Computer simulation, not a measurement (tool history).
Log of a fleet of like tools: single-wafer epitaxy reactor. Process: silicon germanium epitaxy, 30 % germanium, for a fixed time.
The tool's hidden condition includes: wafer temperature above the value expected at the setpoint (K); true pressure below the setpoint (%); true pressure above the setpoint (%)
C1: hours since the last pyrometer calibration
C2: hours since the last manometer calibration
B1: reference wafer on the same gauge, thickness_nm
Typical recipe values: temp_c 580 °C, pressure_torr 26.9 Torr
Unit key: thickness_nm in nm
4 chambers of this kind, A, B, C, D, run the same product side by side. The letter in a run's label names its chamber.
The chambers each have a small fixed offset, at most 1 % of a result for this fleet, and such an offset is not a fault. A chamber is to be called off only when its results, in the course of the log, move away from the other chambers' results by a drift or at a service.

{"run": "1D", "hour": 11.8, "temp_c": 580, "pressure_torr": 26.9, "C1": 478.9, "C2": 1246.4, "B1": 52.991, "thickness_nm": 45.531}
{"run": "2A", "hour": 26.3, "temp_c": 580, "pressure_torr": 26.9, "C1": 1340.9, "C2": 588.4, "B1": 52.982, "thickness_nm": 45.781}
{"run": "3B", "hour": 38.1, "temp_c": 580, "pressure_torr": 26.9, "C1": 1731.8, "C2": 552.9, "B1": 52.972, "thickness_nm": 45.439}
{"run": "4C", "hour": 47.2, "temp_c": 580, "pressure_torr": 26.9, "C1": 1594.2, "C2": 400.1, "B1": 52.98, "thickness_nm": 45.241}
{"run": "5A", "hour": 63.3, "temp_c": 580, "pressure_torr": 26.9, "C1": 1377.9, "C2": 625.4, "B1": 52.951, "thickness_nm": 45.722}
{"run": "6D", "hour": 75.9, "temp_c": 580, "pressure_torr": 26.9, "C1": 543, "C2": 1310.5, "B1": 52.958, "thickness_nm": 45.451}
{"run": "7B", "hour": 88.1, "temp_c": 580, "pressure_torr": 26.9, "C1": 1781.8, "C2": 602.9, "B1": 52.927, "thickness_nm": 45.378}
{"run": "8C", "hour": 97.5, "temp_c": 580, "pressure_torr": 26.9, "C1": 1644.5, "C2": 450.4, "B1": 52.937, "thickness_nm": 45.32}
{"run": "9C", "hour": 113.5, "temp_c": 580, "pressure_torr": 26.9, "C1": 1660.5, "C2": 466.4, "B1": 52.896, "thickness_nm": 45.317}
{"run": "10D", "hour": 127.7, "temp_c": 580, "pressure_torr": 26.9, "C1": 594.8, "C2": 1362.3, "B1": 52.91, "thickness_nm": 45.498}
{"run": "11A", "hour": 140.7, "temp_c": 580, "pressure_torr": 26.9, "C1": 1455.3, "C2": 702.8, "B1": 52.885, "thickness_nm": 45.61}
{"run": "12B", "hour": 150.2, "temp_c": 580, "pressure_torr": 26.9, "C1": 1843.9, "C2": 665, "B1": 52.892, "thickness_nm": 45.399}
{"run": "13C", "hour": 163.4, "temp_c": 580, "pressure_torr": 26.9, "C1": 1710.4, "C2": 516.3, "B1": 52.883, "thickness_nm": 45.254}
{"run": "14A", "hour": 175.5, "temp_c": 580, "pressure_torr": 26.9, "C1": 1490.1, "C2": 737.6, "B1": 52.871, "thickness_nm": 45.719}
{"run": "15D", "hour": 186.2, "temp_c": 580, "pressure_torr": 22, "C1": 653.3, "C2": 1420.8, "B1": 52.854, "thickness_nm": 41.944}
{"run": "16B", "hour": 199.0, "temp_c": 580, "pressure_torr": 22, "C1": 1892.7, "C2": 713.8, "B1": 52.856, "thickness_nm": 41.801}
{"run": "17A", "hour": 210.5, "temp_c": 580, "pressure_torr": 22, "C1": 1525.1, "C2": 772.6, "B1": 52.833, "thickness_nm": 42.036}
{"run": "18B", "hour": 218.3, "temp_c": 580, "pressure_torr": 22, "C1": 1912, "C2": 733.1, "B1": 52.831, "thickness_nm": 41.764}
{"run": "19D", "hour": 225.6, "temp_c": 580, "pressure_torr": 26.9, "C1": 692.7, "C2": 1460.2, "B1": 52.821, "thickness_nm": 45.416}
{"run": "20C", "hour": 238.5, "temp_c": 580, "pressure_torr": 26.9, "C1": 1785.5, "C2": 591.4, "B1": 52.824, "thickness_nm": 45.171}
{"run": "21C", "hour": 252.0, "temp_c": 580, "pressure_torr": 26.9, "C1": 1799, "C2": 604.9, "B1": 52.804, "thickness_nm": 45.222}
{"run": "22B", "hour": 265.6, "temp_c": 586, "pressure_torr": 26.9, "C1": 1959.3, "C2": 780.4, "B1": 52.792, "thickness_nm": 50.789}
{"run": "23A", "hour": 275.1, "temp_c": 586, "pressure_torr": 26.9, "C1": 1589.7, "C2": 837.2, "B1": 52.77, "thickness_nm": 51.212}
{"run": "24D", "hour": 283.2, "temp_c": 586, "pressure_torr": 26.9, "C1": 750.3, "C2": 1517.8, "B1": 52.761, "thickness_nm": 50.663}
{"run": "25B", "hour": 296.7, "temp_c": 586, "pressure_torr": 26.9, "C1": 1990.4, "C2": 811.5, "B1": 52.787, "thickness_nm": 50.696}
{"run": "26C", "hour": 310.9, "temp_c": 580, "pressure_torr": 26.9, "C1": 1857.9, "C2": 663.8, "B1": 52.768, "thickness_nm": 45.13}

Next, every chamber runs the same settings. What will each give?
{"run": "27A", "hour": 322.5, "temp_c": 566, "pressure_torr": 26.9, "thickness_nm": "?"}
{"run": "27B", "hour": 322.5, "temp_c": 566, "pressure_torr": 26.9, "thickness_nm": "?"}
{"run": "27C", "hour": 322.5, "temp_c": 566, "pressure_torr": 26.9, "thickness_nm": "?"}
{"run": "27D", "hour": 322.5, "temp_c": 566, "pressure_torr": 26.9, "thickness_nm": "?"}

run=27A thickness_nm=34.581
run=27B thickness_nm=34.587
run=27C thickness_nm=34.324
run=27D thickness_nm=34.626

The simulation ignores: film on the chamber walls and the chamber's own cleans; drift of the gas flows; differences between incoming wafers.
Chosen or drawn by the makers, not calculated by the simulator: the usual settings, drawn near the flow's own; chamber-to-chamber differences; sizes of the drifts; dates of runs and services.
